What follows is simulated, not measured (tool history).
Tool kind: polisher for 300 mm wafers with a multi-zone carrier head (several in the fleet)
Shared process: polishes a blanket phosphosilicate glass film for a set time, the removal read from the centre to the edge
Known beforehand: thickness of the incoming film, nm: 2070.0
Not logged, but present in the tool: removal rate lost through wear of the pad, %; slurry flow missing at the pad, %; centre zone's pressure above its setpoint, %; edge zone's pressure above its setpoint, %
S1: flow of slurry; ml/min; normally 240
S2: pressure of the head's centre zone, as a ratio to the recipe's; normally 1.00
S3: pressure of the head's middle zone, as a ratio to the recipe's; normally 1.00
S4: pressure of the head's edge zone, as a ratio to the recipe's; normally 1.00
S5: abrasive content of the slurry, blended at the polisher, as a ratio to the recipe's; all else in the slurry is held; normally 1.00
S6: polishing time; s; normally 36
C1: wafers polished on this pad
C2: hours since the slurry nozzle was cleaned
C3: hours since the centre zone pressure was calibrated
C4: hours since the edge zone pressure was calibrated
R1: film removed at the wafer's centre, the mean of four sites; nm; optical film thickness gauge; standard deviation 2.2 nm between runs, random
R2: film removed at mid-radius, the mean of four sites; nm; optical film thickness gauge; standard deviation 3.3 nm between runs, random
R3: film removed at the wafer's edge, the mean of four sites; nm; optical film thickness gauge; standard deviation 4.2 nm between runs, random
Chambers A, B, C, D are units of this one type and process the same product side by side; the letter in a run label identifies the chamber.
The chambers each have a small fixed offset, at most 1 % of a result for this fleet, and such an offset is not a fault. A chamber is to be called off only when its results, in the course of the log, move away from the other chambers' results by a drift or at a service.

| run | hour | S1 | S2 | S3 | S4 | S5 | S6 | C1 | C2 | C3 | C4 | R1 | R2 | R3 |
|---|---|---|---|---|---|---|---|---|---|---|---|---|---|---|
| 1C | 3.6 | 240 | 1.00 | 1.00 | 1.00 | 1.00 | 36 | 506 | 425.7 | 160.7 | 889.7 | 281.40 | 283.77 | 278.79 |
|  | 4.7 | chamber D: slurry nozzle cleaned |
|  | 4.9 | chamber C: worn pad replaced by a new one |
| 2D | 8.8 | 240 | 1.00 | 1.00 | 1.00 | 1.00 | 36 | 569 | 4.1 | 184.5 | 504.0 | 283.66 | 280.68 | 281.18 |
| 3A | 11.7 | 240 | 1.00 | 1.00 | 1.00 | 1.00 | 36 | 857 | 107.1 | 1274.5 | 480.4 | 282.19 | 278.37 | 278.82 |
| 4B | 15.3 | 240 | 1.00 | 1.00 | 1.00 | 1.00 | 36 | 972 | 48.5 | 101.4 | 813.1 | 283.24 | 287.64 | 271.79 |
|  | 16.2 | chamber D: worn pad replaced by a new one |
| 5B | 19.3 | 240 | 1.00 | 1.00 | 1.00 | 1.00 | 36 | 1033 | 52.5 | 105.4 | 817.1 | 284.82 | 287.11 | 282.13 |
| 6A | 23.0 | 240 | 1.00 | 1.00 | 1.00 | 1.00 | 36 | 1028 | 118.4 | 1285.8 | 491.7 | 282.07 | 283.14 | 285.51 |
| 7D | 27.3 | 240 | 1.00 | 1.00 | 1.00 | 1.25 | 36 | 169 | 22.6 | 203.0 | 522.5 | 310.49 | 312.31 | 308.50 |
| 8C | 32.1 | 240 | 1.00 | 1.00 | 1.00 | 1.25 | 36 | 412 | 454.2 | 189.2 | 918.2 | 311.79 | 310.38 | 313.28 |
| 9A | 37.2 | 240 | 1.00 | 1.00 | 1.00 | 1.25 | 36 | 1243 | 132.6 | 1300.0 | 505.9 | 310.65 | 306.70 | 309.09 |
|  | 39.4 | chamber A: worn pad replaced by a new one |
| 10C | 39.7 | 240 | 1.00 | 1.00 | 1.00 | 1.25 | 36 | 527 | 461.8 | 196.8 | 925.8 | 313.09 | 308.15 | 320.26 |
|  | 44.0 | chamber C: worn pad replaced by a new one |
| 11B | 45.1 | 240 | 1.00 | 1.00 | 1.00 | 1.00 | 36 | 1424 | 78.3 | 131.2 | 842.9 | 285.99 | 287.75 | 283.39 |
|  | 45.3 | chamber B: worn pad replaced by a new one |
| 12D | 48.8 | 240 | 1.00 | 1.00 | 1.00 | 1.00 | 36 | 495 | 44.1 | 224.5 | 544.0 | 282.84 | 275.64 | 282.02 |
| 13C | 52.5 | 240 | 1.00 | 1.00 | 1.00 | 1.00 | 36 | 129 | 474.6 | 209.6 | 938.6 | 281.03 | 281.97 | 286.59 |
| 14B | 55.4 | 240 | 1.00 | 1.00 | 1.00 | 1.00 | 36 | 154 | 88.6 | 141.5 | 853.2 | 283.20 | 285.08 | 289.14 |
|  | 55.8 | chamber D: worn pad replaced by a new one |
|  | 57.1 | chamber C: slurry nozzle cleaned |
| 15A | 60.6 | 240 | 1.00 | 1.00 | 1.00 | 1.00 | 36 | 321 | 156.0 | 1323.4 | 529.3 | 282.60 | 283.44 | 290.54 |
| 16D | 66.1 | 240 | 0.92 | 1.00 | 1.00 | 1.00 | 36 | 157 | 61.4 | 241.8 | 561.3 | 259.91 | 282.60 | 286.61 |
| 17B | 70.4 | 240 | 0.92 | 1.00 | 1.00 | 1.00 | 36 | 381 | 103.6 | 156.5 | 868.2 | 263.49 | 283.94 | 283.61 |
| 18C | 75.0 | 240 | 0.92 | 1.00 | 1.00 | 1.00 | 36 | 470 | 18.0 | 232.1 | 961.1 | 257.94 | 276.90 | 283.88 |
| 19D | 78.4 | 240 | 0.92 | 1.00 | 1.00 | 1.00 | 36 | 343 | 73.7 | 254.1 | 573.6 | 263.82 | 274.53 | 285.79 |
|  | 79.2 | chamber A: centre zone pressure recalibrated |
|  | 81.3 | chamber C: worn pad replaced by a new one |
| 20A | 82.1 | 240 | 1.00 | 1.00 | 1.00 | 1.00 | 36 | 647 | 177.5 | 2.9 | 550.8 | 307.53 | 282.75 | 290.23 |
| 21A | 86.4 | 240 | 1.00 | 1.00 | 1.00 | 1.00 | 36 | 712 | 181.8 | 7.2 | 555.1 | 301.86 | 280.04 | 288.92 |
| 22D | 90.8 | 240 | 1.00 | 1.00 | 1.00 | 1.00 | 36 | 531 | 86.1 | 266.5 | 586.0 | 282.86 | 277.86 | 287.34 |
| 23B | 95.2 | 240 | 1.00 | 1.00 | 1.00 | 1.00 | 36 | 757 | 128.4 | 181.3 | 893.0 | 286.14 | 285.67 | 286.35 |
|  | 96.4 | chamber D: worn pad replaced by a new one |
| 24C | 98.1 | 240 | 1.00 | 1.00 | 1.00 | 1.00 | 36 | 255 | 41.1 | 255.2 | 984.2 | 282.99 | 279.41 | 284.25 |
|  | 98.8 | chamber B: edge zone pressure recalibrated |
| 25D | 102.3 | 305 | 1.00 | 1.00 | 1.00 | 0.85 | 36 | 89 | 97.6 | 278.0 | 597.5 | 269.55 | 271.54 | 270.26 |
| 26A | 105.3 | 305 | 1.00 | 1.00 | 1.00 | 0.85 | 36 | 999 | 200.7 | 26.1 | 574.0 | 291.01 | 267.20 | 268.74 |
| 27C | 110.0 | 305 | 1.00 | 1.00 | 1.00 | 0.85 | 36 | 435 | 53.0 | 267.1 | 996.1 | 269.68 | 266.34 | 268.48 |
|  | 112.5 | chamber C: worn pad replaced by a new one |
| 28B | 112.9 | 305 | 1.00 | 1.00 | 1.00 | 0.85 | 36 | 1026 | 146.1 | 199.0 | 14.1 | 271.43 | 275.06 | 268.79 |
| 29C | 115.7 | 240 | 1.00 | 1.11 | 1.00 | 1.00 | 36 | 49 | 58.7 | 272.8 | 1001.8 | 284.49 | 313.02 | 275.02 |
| 30B | 120.0 | 240 | 1.00 | 1.11 | 1.00 | 1.00 | 36 | 1133 | 153.2 | 206.1 | 21.2 | 284.99 | 311.85 | 289.68 |
| 31A | 125.2 | 240 | 1.00 | 1.11 | 1.00 | 1.00 | 36 | 1300 | 220.6 | 46.0 | 593.9 | 304.25 | 306.97 | 287.34 |
| 32D | 129.1 | 240 | 1.00 | 1.11 | 1.00 | 1.00 | 36 | 496 | 124.4 | 304.8 | 624.3 | 282.44 | 306.99 | 285.86 |
|  | 129.4 | chamber A: worn pad replaced by a new one |
| 33D | 132.7 | 240 | 1.00 | 1.00 | 1.00 | 1.00 | 36 | 550 | 128.0 | 308.4 | 627.9 | 283.35 | 277.04 | 284.70 |
|  | 136.1 | chamber D: worn pad replaced by a new one |
| 34A | 138.5 | 240 | 1.00 | 1.00 | 1.12 | 1.00 | 36 | 138 | 233.9 | 59.3 | 607.2 | 310.09 | 285.48 | 305.99 |
| 35C | 143.9 | 240 | 1.00 | 1.00 | 1.12 | 1.00 | 36 | 476 | 86.9 | 301.0 | 1030.0 | 284.06 | 286.73 | 300.87 |
|  | 147.7 | chamber C: worn pad replaced by a new one |
| 36B | 148.3 | 240 | 1.00 | 1.00 | 1.12 | 1.00 | 36 | 1562 | 181.5 | 234.4 | 49.5 | 282.08 | 288.81 | 311.12 |
|  | 148.6 | chamber B: worn pad replaced by a new one |
| 37A | 152.6 | 240 | 1.00 | 1.00 | 1.12 | 1.00 | 36 | 352 | 248.0 | 73.4 | 621.3 | 303.99 | 279.27 | 312.29 |
| 38B | 157.1 | 240 | 1.00 | 1.00 | 1.00 | 1.00 | 36 | 129 | 190.3 | 243.2 | 58.3 | 284.44 | 287.52 | 282.72 |
| 39D | 161.3 | 240 | 1.00 | 1.00 | 1.00 | 1.00 | 36 | 383 | 156.6 | 337.0 | 656.5 | 284.90 | 280.61 | 283.61 |
| 40C | 164.7 | 240 | 1.00 | 1.00 | 1.00 | 1.00 | 36 | 258 | 107.7 | 321.8 | 1050.8 | 283.83 | 277.33 | 289.31 |
| 41C | 168.5 | 240 | 1.00 | 1.00 | 1.00 | 1.00 | 36 | 315 | 111.5 | 325.6 | 1054.6 | 284.11 | 285.04 | 281.60 |
| 42A | 172.3 | 240 | 1.00 | 1.00 | 1.00 | 1.00 | 36 | 651 | 267.7 | 93.1 | 641.0 | 303.88 | 285.01 | 287.50 |

Each of the 4 chambers runs these same settings next. Fill in every chamber's results:
| 43A | 176.5 | 240 | 1.00 | 1.00 | 1.00 | 1.00 | 36 |  |  |  |  | ? | ? | ? |
| 43B | 176.5 | 240 | 1.00 | 1.00 | 1.00 | 1.00 | 36 |  |  |  |  | ? | ? | ? |
| 43C | 176.5 | 240 | 1.00 | 1.00 | 1.00 | 1.00 | 36 |  |  |  |  | ? | ? | ? |
| 43D | 176.5 | 240 | 1.00 | 1.00 | 1.00 | 1.00 | 36 |  |  |  |  | ? | ? | ? |

| run | R1 | R2 | R3 |
|---|---|---|---|
| 43A | 309.48 | 283.38 | 279.18 |
| 43B | 285.32 | 285.57 | 279.88 |
| 43C | 286.31 | 282.80 | 282.30 |
| 43D | 283.14 | 281.91 | 284.47 |

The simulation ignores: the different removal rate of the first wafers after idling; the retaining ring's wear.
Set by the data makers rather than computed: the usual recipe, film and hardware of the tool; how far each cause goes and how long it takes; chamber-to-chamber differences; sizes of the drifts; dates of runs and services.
